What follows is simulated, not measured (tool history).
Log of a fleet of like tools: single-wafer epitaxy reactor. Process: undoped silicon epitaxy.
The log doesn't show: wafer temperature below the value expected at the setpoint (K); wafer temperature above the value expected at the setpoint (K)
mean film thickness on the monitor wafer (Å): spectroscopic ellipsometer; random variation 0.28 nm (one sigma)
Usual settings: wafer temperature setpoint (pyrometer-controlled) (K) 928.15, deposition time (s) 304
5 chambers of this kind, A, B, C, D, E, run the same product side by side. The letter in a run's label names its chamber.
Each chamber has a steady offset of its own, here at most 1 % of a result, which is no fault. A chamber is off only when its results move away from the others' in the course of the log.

run	day	wafer temperature setpoint (pyrometer-controlled) (K)	deposition time (s)	hours since the last pyrometer calibration	read-back reference wafer on the same gauge, thickness_nm	mean film thickness on the monitor wafer (Å)
1C	0.350	928.15	304	453.6	46.062	568.96
2D	0.679	928.15	304	268.4	46.122	571.99
3A	0.996	928.15	304	2017.9	46.181	566.42
4E	1.171	928.15	304	2579.3	46.122	567.42
5B	1.517	928.15	304	1751.1	46.180	563.68
6E	1.725	928.15	304	2592.6	46.097	568.19
7B	1.992	928.15	304	1762.5	46.153	565.60
8A	2.262	928.15	304	2048.3	46.079	563.96
9C	2.467	928.15	304	504.4	46.105	570.83
10D	2.742	928.15	304	317.9	46.045	562.53
11D	3.096	928.15	304	326.4	46.065	570.81
12C	3.296	916.15	332	524.3	46.010	479.89
13E	3.467	916.15	332	2634.4	46.120	475.80
14A	3.825	916.15	332	2085.8	46.101	475.90
15B	4.012	916.15	332	1811.0	46.055	475.45
16E	4.367	916.15	332	2656.0	46.123	477.73
17C	4.575	928.15	304	555.0	46.068	571.66
18B	4.779	928.15	304	1829.4	46.122	566.61
19A	5.033	928.15	304	2114.8	46.138	572.02
20D	5.275	928.15	304	378.7	46.109	569.40
21C	5.462	928.15	304	576.3	46.126	567.34
22A	5.833	928.15	304	2134.0	46.147	573.16
23E	6.192	921.15	285	2699.8	46.046	457.69
24D	6.404	921.15	285	405.8	46.065	458.98
25B	6.717	921.15	285	1875.9	46.064	465.72
26D	6.979	921.15	285	419.6	46.085	461.29
27B	7.171	921.15	285	1886.8	46.096	467.49
28A	7.512	928.15	304	2174.3	46.151	567.05
# day 7.708: chamber E: pyrometer calibrated
29C	7.721	928.15	304	630.5	46.137	568.50
30E	7.908	928.15	304	4.9	46.132	567.89
31D	8.138	928.15	304	447.4	46.101	567.27
32E	8.496	928.15	304	19.0	46.097	565.90
33B	8.675	928.15	304	1922.9	46.151	582.03
34A	8.854	928.15	304	2206.5	46.131	571.32
35C	9.046	928.15	304	662.3	46.139	568.39
36D	9.371	928.15	304	477.0	46.074	569.29
37B	9.658	928.15	304	1946.5	46.096	586.35
38A	9.921	928.15	304	2232.1	46.116	568.17
39C	10.171	928.15	304	689.3	46.094	568.64
40E	10.488	928.15	304	66.8	46.093	568.37
41A	10.696	928.15	304	2250.7	46.103	570.13
42C	11.058	928.15	304	710.6	46.035	565.33
43D	11.300	928.15	304	523.3	46.106	571.89

What goes on in this fleet: one chamber off, a drifting gauge, or nothing beyond the chambers' own small offsets? Name the chamber and the cause, if any.

Chamber B drifts away from the others.
Cause: wafer temperature above the value expected at the setpoint (K) = 2.57.

Here are 4 candidates for chamber B's next run, each the usual settings with a change, their results left as question marks. Which one brings its results back in line with what the others give on the usual settings?
In line means no further than this from the other chambers' mean on the usual settings: mean film thickness on the monitor wafer (Å) 9.90
44B-1	11.571	928.15	318			?
44B-2	11.571	926.15	304			?
44B-3	11.571	925.15	297			?
44B-4	11.571	932.15	304			?

The other chambers' mean on the usual settings: mean film thickness on the monitor wafer (Å) 567.82
run	mean film thickness on the monitor wafer (Å)
44B-1	623.20
44B-2	571.08
44B-3	546.21
44B-4	648.04
44B-2 brings the chamber back in line.
